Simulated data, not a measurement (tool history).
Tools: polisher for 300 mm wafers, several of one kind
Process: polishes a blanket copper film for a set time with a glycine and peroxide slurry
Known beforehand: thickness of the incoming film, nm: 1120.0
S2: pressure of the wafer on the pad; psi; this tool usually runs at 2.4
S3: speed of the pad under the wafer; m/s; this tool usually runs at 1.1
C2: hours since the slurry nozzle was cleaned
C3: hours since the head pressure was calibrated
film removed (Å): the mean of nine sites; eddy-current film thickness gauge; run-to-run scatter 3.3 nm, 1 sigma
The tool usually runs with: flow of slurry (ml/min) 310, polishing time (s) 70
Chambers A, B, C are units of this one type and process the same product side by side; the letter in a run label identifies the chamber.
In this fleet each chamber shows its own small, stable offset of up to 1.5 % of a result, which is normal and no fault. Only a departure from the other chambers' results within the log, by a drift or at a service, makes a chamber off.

{"run": "1A", "day": 0.392, "flow of slurry (ml/min)": 310, "S2": 2.4, "S3": 1.1, "polishing time (s)": 70, "wafers polished on this pad": 871, "C2": 204.7, "C3": 133.1, "film removed (Å)": 3546.4}
{"day": 0.558, "done": "chamber C: head pressure recalibrated"}
{"run": "2C", "day": 0.667, "flow of slurry (ml/min)": 310, "S2": 2.4, "S3": 1.1, "polishing time (s)": 70, "wafers polished on this pad": 489, "C2": 500.6, "C3": 2.7, "film removed (Å)": 3493.7}
{"day": 0.838, "done": "chamber C: worn pad replaced by a new one"}
{"day": 0.912, "done": "chamber C: slurry nozzle cleaned"}
{"run": "3B", "day": 1.083, "flow of slurry (ml/min)": 310, "S2": 2.4, "S3": 1.1, "polishing time (s)": 70, "wafers polished on this pad": 645, "C2": 316.1, "C3": 663.5, "film removed (Å)": 3666.6}
{"day": 1.325, "done": "chamber A: slurry nozzle cleaned"}
{"run": "4C", "day": 1.371, "flow of slurry (ml/min)": 310, "S2": 2.4, "S3": 1.1, "polishing time (s)": 70, "wafers polished on this pad": 127, "C2": 11.1, "C3": 19.6, "film removed (Å)": 3541.4}
{"run": "5B", "day": 1.775, "flow of slurry (ml/min)": 310, "S2": 2.4, "S3": 1.1, "polishing time (s)": 70, "wafers polished on this pad": 810, "C2": 332.7, "C3": 680.1, "film removed (Å)": 3630.1}
{"day": 1.875, "done": "chamber A: worn pad replaced by a new one"}
{"run": "6A", "day": 1.979, "flow of slurry (ml/min)": 310, "S2": 2.4, "S3": 1.1, "polishing time (s)": 70, "wafers polished on this pad": 25, "C2": 15.7, "C3": 171.2, "film removed (Å)": 3611.5}
{"run": "7B", "day": 2.188, "flow of slurry (ml/min)": 310, "S2": 2.4, "S3": 1.1, "polishing time (s)": 70, "wafers polished on this pad": 909, "C2": 342.6, "C3": 690.0, "film removed (Å)": 3678.0}
{"run": "8A", "day": 2.6, "flow of slurry (ml/min)": 310, "S2": 2.4, "S3": 1.1, "polishing time (s)": 70, "wafers polished on this pad": 174, "C2": 30.6, "C3": 186.1, "film removed (Å)": 3575.0}
{"day": 2.929, "done": "chamber C: worn pad replaced by a new one"}
{"run": "9C", "day": 3.021, "flow of slurry (ml/min)": 310, "S2": 2.4, "S3": 1.1, "polishing time (s)": 70, "wafers polished on this pad": 22, "C2": 50.7, "C3": 59.2, "film removed (Å)": 3607.3}
{"run": "10B", "day": 3.379, "flow of slurry (ml/min)": 310, "S2": 2.4, "S3": 1.1, "polishing time (s)": 70, "wafers polished on this pad": 1193, "C2": 371.2, "C3": 718.6, "film removed (Å)": 3611.2}
{"run": "11C", "day": 3.696, "flow of slurry (ml/min)": 310, "S2": 2.4, "S3": 1.1, "polishing time (s)": 70, "wafers polished on this pad": 183, "C2": 66.9, "C3": 75.4, "film removed (Å)": 3500.1}
{"run": "12A", "day": 4.108, "flow of slurry (ml/min)": 310, "S2": 2.4, "S3": 1.1, "polishing time (s)": 70, "wafers polished on this pad": 534, "C2": 66.8, "C3": 222.3, "film removed (Å)": 3573.0}
{"run": "13C", "day": 4.304, "flow of slurry (ml/min)": 310, "S2": 2.4, "S3": 1.1, "polishing time (s)": 70, "wafers polished on this pad": 328, "C2": 81.5, "C3": 90.0, "film removed (Å)": 3437.9}
{"run": "14A", "day": 4.667, "flow of slurry (ml/min)": 310, "S2": 2.4, "S3": 1.1, "polishing time (s)": 70, "wafers polished on this pad": 667, "C2": 80.2, "C3": 235.7, "film removed (Å)": 3565.5}
{"run": "15B", "day": 4.946, "flow of slurry (ml/min)": 310, "S2": 2.4, "S3": 1.1, "polishing time (s)": 70, "wafers polished on this pad": 1567, "C2": 408.8, "C3": 756.2, "film removed (Å)": 3506.1}
{"run": "16B", "day": 5.225, "flow of slurry (ml/min)": 310, "S2": 2.4, "S3": 1.1, "polishing time (s)": 70, "wafers polished on this pad": 1634, "C2": 415.5, "C3": 762.9, "film removed (Å)": 3437.6}
{"day": 5.258, "done": "chamber C: worn pad replaced by a new one"}
{"run": "17C", "day": 5.471, "flow of slurry (ml/min)": 310, "S2": 2.4, "S3": 1.1, "polishing time (s)": 70, "wafers polished on this pad": 51, "C2": 109.5, "C3": 118.0, "film removed (Å)": 3558.8}
{"run": "18A", "day": 5.858, "flow of slurry (ml/min)": 310, "S2": 2.4, "S3": 1.1, "polishing time (s)": 70, "wafers polished on this pad": 952, "C2": 108.8, "C3": 264.3, "film removed (Å)": 3505.2}
{"run": "19B", "day": 6.262, "flow of slurry (ml/min)": 310, "S2": 2.4, "S3": 1.1, "polishing time (s)": 70, "wafers polished on this pad": 1882, "C2": 440.4, "C3": 787.8, "film removed (Å)": 3339.3}
{"run": "20C", "day": 6.658, "flow of slurry (ml/min)": 310, "S2": 2.4, "S3": 1.1, "polishing time (s)": 70, "wafers polished on this pad": 334, "C2": 138.0, "C3": 146.5, "film removed (Å)": 3542.8}
{"run": "21A", "day": 6.946, "flow of slurry (ml/min)": 310, "S2": 2.4, "S3": 1.1, "polishing time (s)": 70, "wafers polished on this pad": 1211, "C2": 134.9, "C3": 290.4, "film removed (Å)": 3551.6}
{"run": "22C", "day": 7.379, "flow of slurry (ml/min)": 310, "S2": 2.4, "S3": 1.1, "polishing time (s)": 70, "wafers polished on this pad": 506, "C2": 155.3, "C3": 163.8, "film removed (Å)": 3560.1}

Read the log: is a single chamber off, either drifting away or since a service, is the gauge that measures every chamber drifting, or is nothing wrong beyond small per-chamber offsets? Name any odd chamber and what most likely caused it.

Little by little, chamber B moves away from the other chambers.
What lies behind it: removal rate lost through wear of the pad, % = 12.8.

Chamber B could run next with any of the 4 candidate recipes listed below; each alters the usual settings, and their results appear as question marks. Which one brings its results back in line with what the other chambers deliver on the usual settings?
In line here means within this much of the mean the other chambers give on the usual settings: film removed (Å) 110.0
{"run": "23B-1", "day": 7.696, "flow of slurry (ml/min)": 310, "S2": 2.3, "S3": 1.06, "polishing time (s)": 67, "film removed (Å)": "?"}
{"run": "23B-2", "day": 7.696, "flow of slurry (ml/min)": 310, "S2": 2.4, "S3": 1.0, "polishing time (s)": 62, "film removed (Å)": "?"}
{"run": "23B-3", "day": 7.696, "flow of slurry (ml/min)": 310, "S2": 2.4, "S3": 1.22, "polishing time (s)": 79, "film removed (Å)": "?"}
{"run": "23B-4", "day": 7.696, "flow of slurry (ml/min)": 310, "S2": 2.4, "S3": 1.24, "polishing time (s)": 70, "film removed (Å)": "?"}

Mean of the other chambers on the usual settings: film removed (Å) 3538.0
run=23B-1 film_removed_(Å)=2865.1
run=23B-2 film_removed_(Å)=2616.7
run=23B-3 film_removed_(Å)=3924.7
run=23B-4 film_removed_(Å)=3525.1
The answer is 23B-4, which returns the chamber to within the allowed miss of the others.

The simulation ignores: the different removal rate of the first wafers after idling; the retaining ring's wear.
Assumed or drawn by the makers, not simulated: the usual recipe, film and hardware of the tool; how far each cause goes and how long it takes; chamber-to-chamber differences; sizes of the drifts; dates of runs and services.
